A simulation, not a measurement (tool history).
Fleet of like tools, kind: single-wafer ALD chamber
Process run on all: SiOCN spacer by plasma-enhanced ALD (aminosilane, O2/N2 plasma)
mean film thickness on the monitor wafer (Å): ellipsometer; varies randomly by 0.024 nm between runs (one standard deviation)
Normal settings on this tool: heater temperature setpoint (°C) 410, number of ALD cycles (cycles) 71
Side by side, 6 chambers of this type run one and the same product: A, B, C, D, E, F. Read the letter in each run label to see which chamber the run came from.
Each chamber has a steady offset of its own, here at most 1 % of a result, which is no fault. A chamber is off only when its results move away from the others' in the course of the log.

| run | day | heater temperature setpoint (°C) | number of ALD cycles (cycles) | read-back reference wafer on the same gauge, thickness_nm | mean film thickness on the monitor wafer (Å) |
|---|---|---|---|---|---|
| 1E | 0.2 | 410 | 71 | 4.1397 | 40.736 |
| 2D | 0.454 | 410 | 71 | 4.1395 | 41.311 |
| 3C | 0.771 | 410 | 71 | 4.1462 | 41.6 |
| 4F | 0.992 | 410 | 71 | 4.1402 | 41.66 |
| 5A | 1.279 | 410 | 71 | 4.1392 | 41.307 |
| 6B | 1.504 | 401 | 71 | 4.144 | 42.571 |
| 7B | 1.771 | 401 | 71 | 4.1395 | 42.823 |
| 8A | 1.971 | 401 | 71 | 4.1408 | 42.859 |
| 9D | 2.2 | 401 | 71 | 4.1375 | 42.798 |
| 10F | 2.396 | 401 | 71 | 4.1403 | 42.208 |
| 11C | 2.733 | 401 | 71 | 4.146 | 42.618 |
| 12E | 2.967 | 410 | 71 | 4.1466 | 41.247 |
| 13E | 3.262 | 410 | 71 | 4.1345 | 41.067 |
| 14D | 3.571 | 410 | 71 | 4.1438 | 41.634 |
| 15A | 3.838 | 410 | 71 | 4.1397 | 41.025 |
| 16B | 4.083 | 410 | 71 | 4.1405 | 41.467 |
| 17C | 4.246 | 410 | 71 | 4.1384 | 42.115 |
| 18F | 4.525 | 410 | 71 | 4.1369 | 41.352 |
| 19F | 4.683 | 410 | 71 | 4.1391 | 41.388 |
| 20B | 4.938 | 410 | 71 | 4.1484 | 41.689 |
| 21E | 5.138 | 410 | 71 | 4.1409 | 41.373 |
| 22D | 5.388 | 410 | 71 | 4.137 | 41.472 |
| 23C | 5.546 | 415 | 71 | 4.1442 | 41.047 |
| 24A | 5.858 | 415 | 71 | 4.1405 | 40.881 |
| 25E | 6.188 | 415 | 71 | 4.146 | 40.545 |
| 26F | 6.35 | 415 | 71 | 4.1385 | 40.568 |
| 27B | 6.679 | 415 | 71 | 4.1412 | 40.79 |
| 28C | 6.846 | 415 | 71 | 4.1389 | 41.001 |
| 29A | 7.1 | 402 | 71 | 4.1408 | 42.023 |
| 30D | 7.388 | 402 | 71 | 4.1373 | 42.695 |
| 31A | 7.55 | 402 | 71 | 4.1381 | 42.474 |
| 32F | 7.817 | 402 | 71 | 4.1399 | 42.689 |
| 33D | 7.988 | 402 | 71 | 4.1447 | 42.34 |
| 34B | 8.238 | 402 | 71 | 4.1363 | 42.69 |
| 35E | 8.533 | 419 | 71 | 4.1361 | 40.217 |
| 36C | 8.738 | 419 | 71 | 4.1354 | 40.254 |

One chamber off, gauge drift, or nothing amiss beyond the chambers' own small offsets? If it is a chamber, which one, and what is the likeliest cause?

Beyond each chamber's small constant offset nothing stands out, and the gauge stays steady.
